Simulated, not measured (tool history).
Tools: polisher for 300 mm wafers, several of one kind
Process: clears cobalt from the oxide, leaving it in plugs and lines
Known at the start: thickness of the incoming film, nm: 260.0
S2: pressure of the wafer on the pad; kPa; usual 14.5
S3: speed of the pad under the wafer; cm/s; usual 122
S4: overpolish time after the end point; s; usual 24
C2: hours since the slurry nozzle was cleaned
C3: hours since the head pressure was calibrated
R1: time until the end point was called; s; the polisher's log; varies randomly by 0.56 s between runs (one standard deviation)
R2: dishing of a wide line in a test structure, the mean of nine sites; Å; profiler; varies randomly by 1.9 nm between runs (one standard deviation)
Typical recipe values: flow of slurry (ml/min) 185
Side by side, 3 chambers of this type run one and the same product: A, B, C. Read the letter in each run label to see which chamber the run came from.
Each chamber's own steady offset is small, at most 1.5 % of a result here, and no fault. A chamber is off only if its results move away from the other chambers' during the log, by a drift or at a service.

run 1A hour=2.8 | flow_of_slurry_(ml/min)=185 S2=14.5 S3=122 S4=24 | wafers_polished_on_this_pad=39 C2=253.3 C3=57.5 | R1=41.995 R2=749.87
run 2C hour=7.4 | flow_of_slurry_(ml/min)=185 S2=14.5 S3=122 S4=24 | wafers_polished_on_this_pad=591 C2=321.6 C3=370.7 | R1=43.081 R2=726.19
run 3B hour=10.3 | flow_of_slurry_(ml/min)=185 S2=14.5 S3=122 S4=24 | wafers_polished_on_this_pad=210 C2=458.4 C3=770.9 | R1=43.562 R2=749.72
run 4B hour=14.2 | flow_of_slurry_(ml/min)=185 S2=14.5 S3=122 S4=24 | wafers_polished_on_this_pad=236 C2=462.3 C3=774.8 | R1=43.448 R2=722.65
run 5A hour=17.1 | flow_of_slurry_(ml/min)=185 S2=14.5 S3=122 S4=24 | wafers_polished_on_this_pad=133 C2=267.6 C3=71.8 | R1=42.521 R2=757.74
run 6C hour=19.1 | flow_of_slurry_(ml/min)=185 S2=14.5 S3=122 S4=24 | wafers_polished_on_this_pad=668 C2=333.3 C3=382.4 | R1=43.136 R2=761.42
run 7B hour=21.4 | flow_of_slurry_(ml/min)=185 S2=14.5 S3=122 S4=24 | wafers_polished_on_this_pad=283 C2=469.5 C3=782.0 | R1=43.703 R2=749.84
run 8C hour=23.5 | flow_of_slurry_(ml/min)=220 S2=18.6 S3=122 S4=24 | wafers_polished_on_this_pad=697 C2=337.7 C3=386.8 | R1=31.889 R2=805.67
run 9A hour=26.8 | flow_of_slurry_(ml/min)=220 S2=18.6 S3=122 S4=24 | wafers_polished_on_this_pad=197 C2=277.3 C3=81.5 | R1=32.087 R2=825.73
run 10A hour=31.5 | flow_of_slurry_(ml/min)=220 S2=18.6 S3=122 S4=24 | wafers_polished_on_this_pad=228 C2=282.0 C3=86.2 | R1=32.229 R2=815.04
run 11B hour=34.0 | flow_of_slurry_(ml/min)=185 S2=14.5 S3=122 S4=24 | wafers_polished_on_this_pad=366 C2=482.1 C3=794.6 | R1=43.151 R2=727.77
-- hour=34.3 chamber B: slurry nozzle cleaned
run 12C hour=38.1 | flow_of_slurry_(ml/min)=185 S2=17.2 S3=122 S4=14 | wafers_polished_on_this_pad=793 C2=352.3 C3=401.4 | R1=35.412 R2=630.19
run 13C hour=42.8 | flow_of_slurry_(ml/min)=185 S2=17.2 S3=122 S4=14 | wafers_polished_on_this_pad=824 C2=357.0 C3=406.1 | R1=36.077 R2=628.71
run 14B hour=46.6 | flow_of_slurry_(ml/min)=185 S2=17.2 S3=122 S4=14 | wafers_polished_on_this_pad=449 C2=12.4 C3=807.2 | R1=35.694 R2=634.29
run 15A hour=50.8 | flow_of_slurry_(ml/min)=185 S2=14.5 S3=122 S4=24 | wafers_polished_on_this_pad=355 C2=301.3 C3=105.5 | R1=42.172 R2=735.92
run 16C hour=55.2 | flow_of_slurry_(ml/min)=185 S2=14.5 S3=122 S4=24 | wafers_polished_on_this_pad=906 C2=369.4 C3=418.5 | R1=42.359 R2=762.54
-- hour=56.2 chamber C: worn pad replaced by a new one
run 17B hour=57.7 | flow_of_slurry_(ml/min)=185 S2=14.5 S3=122 S4=18 | wafers_polished_on_this_pad=522 C2=23.5 C3=818.3 | R1=43.214 R2=655.17
run 18A hour=61.9 | flow_of_slurry_(ml/min)=185 S2=14.5 S3=122 S4=18 | wafers_polished_on_this_pad=428 C2=312.4 C3=116.6 | R1=42.472 R2=614.86
run 19C hour=65.3 | flow_of_slurry_(ml/min)=185 S2=14.5 S3=122 S4=18 | wafers_polished_on_this_pad=60 C2=379.5 C3=428.6 | R1=42.788 R2=659.24
run 20A hour=68.4 | flow_of_slurry_(ml/min)=185 S2=14.5 S3=122 S4=24 | wafers_polished_on_this_pad=470 C2=318.9 C3=123.1 | R1=41.954 R2=765.04
run 21B hour=70.9 | flow_of_slurry_(ml/min)=185 S2=14.5 S3=122 S4=24 | wafers_polished_on_this_pad=608 C2=36.7 C3=831.5 | R1=43.857 R2=753.87
run 22A hour=73.8 | flow_of_slurry_(ml/min)=185 S2=14.5 S3=122 S4=24 | wafers_polished_on_this_pad=506 C2=324.3 C3=128.5 | R1=43.060 R2=781.88
-- hour=75.3 chamber C: slurry nozzle cleaned
run 23C hour=75.9 | flow_of_slurry_(ml/min)=185 S2=14.5 S3=122 S4=24 | wafers_polished_on_this_pad=129 C2=0.7 C3=439.2 | R1=41.771 R2=755.82
run 24B hour=78.8 | flow_of_slurry_(ml/min)=185 S2=14.5 S3=122 S4=24 | wafers_polished_on_this_pad=660 C2=44.6 C3=839.4 | R1=43.025 R2=741.18
run 25B hour=80.9 | flow_of_slurry_(ml/min)=185 S2=14.5 S3=122 S4=24 | wafers_polished_on_this_pad=674 C2=46.7 C3=841.5 | R1=44.848 R2=715.76
run 26C hour=83.4 | flow_of_slurry_(ml/min)=185 S2=14.5 S3=122 S4=24 | wafers_polished_on_this_pad=179 C2=8.2 C3=446.7 | R1=42.262 R2=721.49
run 27A hour=86.4 | flow_of_slurry_(ml/min)=185 S2=14.5 S3=122 S4=24 | wafers_polished_on_this_pad=589 C2=336.9 C3=141.1 | R1=42.210 R2=776.97
run 28C hour=90.4 | flow_of_slurry_(ml/min)=185 S2=12.4 S3=122 S4=24 | wafers_polished_on_this_pad=225 C2=15.2 C3=453.7 | R1=50.147 R2=720.01
run 29A hour=94.4 | flow_of_slurry_(ml/min)=185 S2=12.4 S3=122 S4=24 | wafers_polished_on_this_pad=641 C2=344.9 C3=149.1 | R1=48.944 R2=715.08
run 30B hour=97.5 | flow_of_slurry_(ml/min)=185 S2=12.4 S3=122 S4=24 | wafers_polished_on_this_pad=783 C2=63.3 C3=858.1 | R1=52.446 R2=678.48
run 31A hour=101.8 | flow_of_slurry_(ml/min)=185 S2=14.5 S3=122 S4=24 | wafers_polished_on_this_pad=690 C2=352.3 C3=156.5 | R1=41.261 R2=724.80
run 32B hour=106.1 | flow_of_slurry_(ml/min)=185 S2=14.5 S3=122 S4=24 | wafers_polished_on_this_pad=840 C2=71.9 C3=866.7 | R1=46.229 R2=704.52
run 33C hour=108.5 | flow_of_slurry_(ml/min)=185 S2=17.2 S3=122 S4=24 | wafers_polished_on_this_pad=344 C2=33.3 C3=471.8 | R1=35.290 R2=800.46
run 34A hour=112.6 | flow_of_slurry_(ml/min)=185 S2=17.2 S3=122 S4=24 | wafers_polished_on_this_pad=761 C2=363.1 C3=167.3 | R1=35.236 R2=837.47
run 35C hour=115.4 | flow_of_slurry_(ml/min)=185 S2=17.2 S3=122 S4=24 | wafers_polished_on_this_pad=389 C2=40.2 C3=478.7 | R1=34.823 R2=828.65
run 36B hour=118.8 | flow_of_slurry_(ml/min)=185 S2=14.5 S3=122 S4=24 | wafers_polished_on_this_pad=923 C2=84.6 C3=879.4 | R1=47.046 R2=739.37
run 37A hour=123.4 | flow_of_slurry_(ml/min)=185 S2=14.5 S3=122 S4=24 | wafers_polished_on_this_pad=832 C2=373.9 C3=178.1 | R1=41.209 R2=759.44
run 38B hour=127.7 | flow_of_slurry_(ml/min)=185 S2=14.5 S3=122 S4=24 | wafers_polished_on_this_pad=982 C2=93.5 C3=888.3 | R1=46.036 R2=721.40

Does one chamber stand apart from the rest, does the shared gauge drift, or is all well apart from small per-chamber offsets? Give the chamber and the most likely cause, where there is one.

Chamber B drifts away from the others.
Cause: removal rate lost through wear of the pad, % = 10.8.
The log may not tell that from: slurry flow missing at the pad, %; head's pressure below its setpoint, %.

Chamber B could run next with any of the 4 candidate recipes listed below; each alters the usual settings, and their results appear as question marks. Which one brings its results back in line with what the other chambers deliver on the usual settings?
In line here means within this much of the mean the other chambers give on the usual settings: R1 2.000 s; R2 64.00 Å
run 39B-1 hour=131.1 | flow_of_slurry_(ml/min)=185 S2=13.8 S3=114 S4=24 | R1=? R2=?
run 39B-2 hour=131.1 | flow_of_slurry_(ml/min)=185 S2=15.2 S3=130 S4=24 | R1=? R2=?
run 39B-3 hour=131.1 | flow_of_slurry_(ml/min)=190 S2=16.5 S3=138 S4=23 | R1=? R2=?
run 39B-4 hour=131.1 | flow_of_slurry_(ml/min)=180 S2=13.1 S3=106 S4=25 | R1=? R2=?

What the other chambers average on the usual settings: R1 42.217 s; R2 751.66 Å
run=39B-1 R1=53.805 R2=675.93
run=39B-2 R1=42.883 R2=751.60
run=39B-3 R1=36.911 R2=784.50
run=39B-4 R1=61.164 R2=645.64
It is 39B-2 that realigns the chamber with its peers.
